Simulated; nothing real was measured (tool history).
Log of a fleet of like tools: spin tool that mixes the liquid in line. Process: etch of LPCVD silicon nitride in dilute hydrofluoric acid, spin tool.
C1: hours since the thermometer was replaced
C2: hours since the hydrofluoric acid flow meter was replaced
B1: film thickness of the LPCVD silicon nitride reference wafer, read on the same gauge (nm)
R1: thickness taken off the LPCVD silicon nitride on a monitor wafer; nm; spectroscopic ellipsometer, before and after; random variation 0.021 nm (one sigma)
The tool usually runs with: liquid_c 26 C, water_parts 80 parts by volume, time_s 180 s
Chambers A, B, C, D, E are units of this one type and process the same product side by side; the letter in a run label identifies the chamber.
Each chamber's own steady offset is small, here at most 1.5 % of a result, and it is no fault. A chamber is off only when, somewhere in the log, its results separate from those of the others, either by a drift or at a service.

{"run": "1B", "hour": 6.6, "liquid_c": 26, "water_parts": 80, "time_s": 180, "C1": 556.5, "C2": 854.4, "B1": 29.982, "R1": 1.1625}
{"run": "2A", "hour": 11.1, "liquid_c": 26, "water_parts": 80, "time_s": 180, "C1": 1456.8, "C2": 149.8, "B1": 30.004, "R1": 1.1509}
{"hour": 11.2, "done": "chamber E: thermometer replaced"}
{"run": "3D", "hour": 16.4, "liquid_c": 26, "water_parts": 80, "time_s": 180, "C1": 120.5, "C2": 102.4, "B1": 30.039, "R1": 1.1722}
{"hour": 19.3, "done": "chamber B: hydrofluoric acid flow meter replaced"}
{"run": "4E", "hour": 20.7, "liquid_c": 26, "water_parts": 80, "time_s": 180, "C1": 9.5, "C2": 336.4, "B1": 29.996, "R1": 1.1666}
{"run": "5C", "hour": 25.6, "liquid_c": 26, "water_parts": 80, "time_s": 180, "C1": 969.9, "C2": 474.1, "B1": 30.041, "R1": 1.1884}
{"run": "6D", "hour": 30.0, "liquid_c": 26, "water_parts": 80, "time_s": 180, "C1": 134.1, "C2": 116, "B1": 29.979, "R1": 1.1752}
{"run": "7C", "hour": 36.5, "liquid_c": 26, "water_parts": 80, "time_s": 180, "C1": 980.8, "C2": 485, "B1": 29.993, "R1": 1.1856}
{"run": "8B", "hour": 41.8, "liquid_c": 26, "water_parts": 80, "time_s": 180, "C1": 591.7, "C2": 22.5, "B1": 29.994, "R1": 1.24}
{"run": "9E", "hour": 45.6, "liquid_c": 26, "water_parts": 80, "time_s": 180, "C1": 34.4, "C2": 361.3, "B1": 29.998, "R1": 1.1862}
{"run": "10A", "hour": 51.9, "liquid_c": 26, "water_parts": 80, "time_s": 180, "C1": 1497.6, "C2": 190.6, "B1": 29.992, "R1": 1.1721}
{"run": "11B", "hour": 57.1, "liquid_c": 26, "water_parts": 80, "time_s": 180, "C1": 607, "C2": 37.8, "B1": 29.979, "R1": 1.2107}
{"run": "12E", "hour": 61.2, "liquid_c": 26, "water_parts": 80, "time_s": 180, "C1": 50, "C2": 376.9, "B1": 30.023, "R1": 1.2121}
{"run": "13D", "hour": 65.0, "liquid_c": 26, "water_parts": 80, "time_s": 180, "C1": 169.1, "C2": 151, "B1": 30, "R1": 1.1932}
{"run": "14C", "hour": 69.6, "liquid_c": 26, "water_parts": 120, "time_s": 75, "C1": 1013.9, "C2": 518.1, "B1": 29.974, "R1": 0.33355}
{"run": "15A", "hour": 75.7, "liquid_c": 26, "water_parts": 120, "time_s": 75, "C1": 1521.4, "C2": 214.4, "B1": 30.04, "R1": 0.31841}
{"run": "16D", "hour": 80.9, "liquid_c": 26, "water_parts": 120, "time_s": 75, "C1": 185, "C2": 166.9, "B1": 30.004, "R1": 0.33186}
{"run": "17A", "hour": 88.2, "liquid_c": 26, "water_parts": 120, "time_s": 75, "C1": 1533.9, "C2": 226.9, "B1": 30.022, "R1": 0.33509}
{"run": "18B", "hour": 94.9, "liquid_c": 26, "water_parts": 120, "time_s": 75, "C1": 644.8, "C2": 75.6, "B1": 30.025, "R1": 0.35326}
{"run": "19C", "hour": 100.3, "liquid_c": 26, "water_parts": 80, "time_s": 180, "C1": 1044.6, "C2": 548.8, "B1": 30.031, "R1": 1.2328}
{"run": "20E", "hour": 105.9, "liquid_c": 26, "water_parts": 80, "time_s": 180, "C1": 94.7, "C2": 421.6, "B1": 29.998, "R1": 1.2024}
{"hour": 110.5, "done": "chamber C: hydrofluoric acid flow meter replaced"}
{"run": "21D", "hour": 112.8, "liquid_c": 26, "water_parts": 80, "time_s": 180, "C1": 216.9, "C2": 198.8, "B1": 30.02, "R1": 1.1769}
{"run": "22C", "hour": 118.3, "liquid_c": 21, "water_parts": 80, "time_s": 85, "C1": 1062.6, "C2": 7.8, "B1": 29.988, "R1": 0.4075}
{"run": "23E", "hour": 126.3, "liquid_c": 21, "water_parts": 80, "time_s": 85, "C1": 115.1, "C2": 442, "B1": 30.006, "R1": 0.41052}
{"run": "24A", "hour": 134.6, "liquid_c": 21, "water_parts": 80, "time_s": 85, "C1": 1580.3, "C2": 273.3, "B1": 30.023, "R1": 0.40704}
{"run": "25B", "hour": 142.2, "liquid_c": 21, "water_parts": 80, "time_s": 85, "C1": 692.1, "C2": 122.9, "B1": 29.996, "R1": 0.44558}
{"run": "26A", "hour": 147.8, "liquid_c": 21, "water_parts": 80, "time_s": 85, "C1": 1593.5, "C2": 286.5, "B1": 30.033, "R1": 0.39598}
{"run": "27D", "hour": 152.7, "liquid_c": 26, "water_parts": 80, "time_s": 180, "C1": 256.8, "C2": 238.7, "B1": 30.002, "R1": 1.1946}
{"run": "28B", "hour": 157.5, "liquid_c": 26, "water_parts": 80, "time_s": 180, "C1": 707.4, "C2": 138.2, "B1": 29.985, "R1": 1.3109}
{"run": "29C", "hour": 164.8, "liquid_c": 26, "water_parts": 80, "time_s": 275, "C1": 1109.1, "C2": 54.3, "B1": 30.008, "R1": 1.7913}
{"run": "30E", "hour": 169.8, "liquid_c": 26, "water_parts": 80, "time_s": 275, "C1": 158.6, "C2": 485.5, "B1": 29.97, "R1": 1.812}
{"run": "31B", "hour": 176.3, "liquid_c": 26, "water_parts": 80, "time_s": 275, "C1": 726.2, "C2": 157, "B1": 30.006, "R1": 2.0169}
{"run": "32D", "hour": 184.0, "liquid_c": 26, "water_parts": 80, "time_s": 275, "C1": 288.1, "C2": 270, "B1": 29.988, "R1": 1.7743}
{"run": "33A", "hour": 188.7, "liquid_c": 26, "water_parts": 80, "time_s": 275, "C1": 1634.4, "C2": 327.4, "B1": 29.966, "R1": 1.8339}
{"run": "34E", "hour": 197.0, "liquid_c": 26, "water_parts": 80, "time_s": 180, "C1": 185.8, "C2": 512.7, "B1": 30.026, "R1": 1.2084}
{"run": "35C", "hour": 205.3, "liquid_c": 26, "water_parts": 80, "time_s": 180, "C1": 1149.6, "C2": 94.8, "B1": 30.045, "R1": 1.1614}
{"run": "36C", "hour": 210.5, "liquid_c": 26, "water_parts": 80, "time_s": 180, "C1": 1154.8, "C2": 100, "B1": 29.995, "R1": 1.1611}
{"run": "37D", "hour": 216.0, "liquid_c": 26, "water_parts": 80, "time_s": 180, "C1": 320.1, "C2": 302, "B1": 30.022, "R1": 1.1818}

Is one chamber out of step, is the gauge drifting, or do the chambers differ by no more than their own small offsets? For an off chamber, give its letter and the likeliest cause.

Chamber B drifts away from the others.
Cause: liquid hotter than its thermometer reads (K) = 2.32.

Below are 4 candidate recipes for chamber B's next run, each the usual settings with a change, their results shown as question marks. Which of them brings B's results back in line with what the other chambers give on the usual settings?
In-line tolerance around the mean of the other chambers on the usual settings: R1 0.074 nm
{"run": "38B-1", "hour": 222.2, "liquid_c": 26, "water_parts": 90, "time_s": 180, "R1": "?"}
{"run": "38B-2", "hour": 222.2, "liquid_c": 26.5, "water_parts": 70, "time_s": 180, "R1": "?"}
{"run": "38B-3", "hour": 222.2, "liquid_c": 26, "water_parts": 80, "time_s": 175, "R1": "?"}
{"run": "38B-4", "hour": 222.2, "liquid_c": 26, "water_parts": 80, "time_s": 185, "R1": "?"}

Mean of the other chambers on the usual settings: R1 1.1848 nm
run=38B-1 R1=1.2095
run=38B-2 R1=1.6085
run=38B-3 R1=1.324
run=38B-4 R1=1.3996
It is 38B-1 that realigns the chamber with its peers.
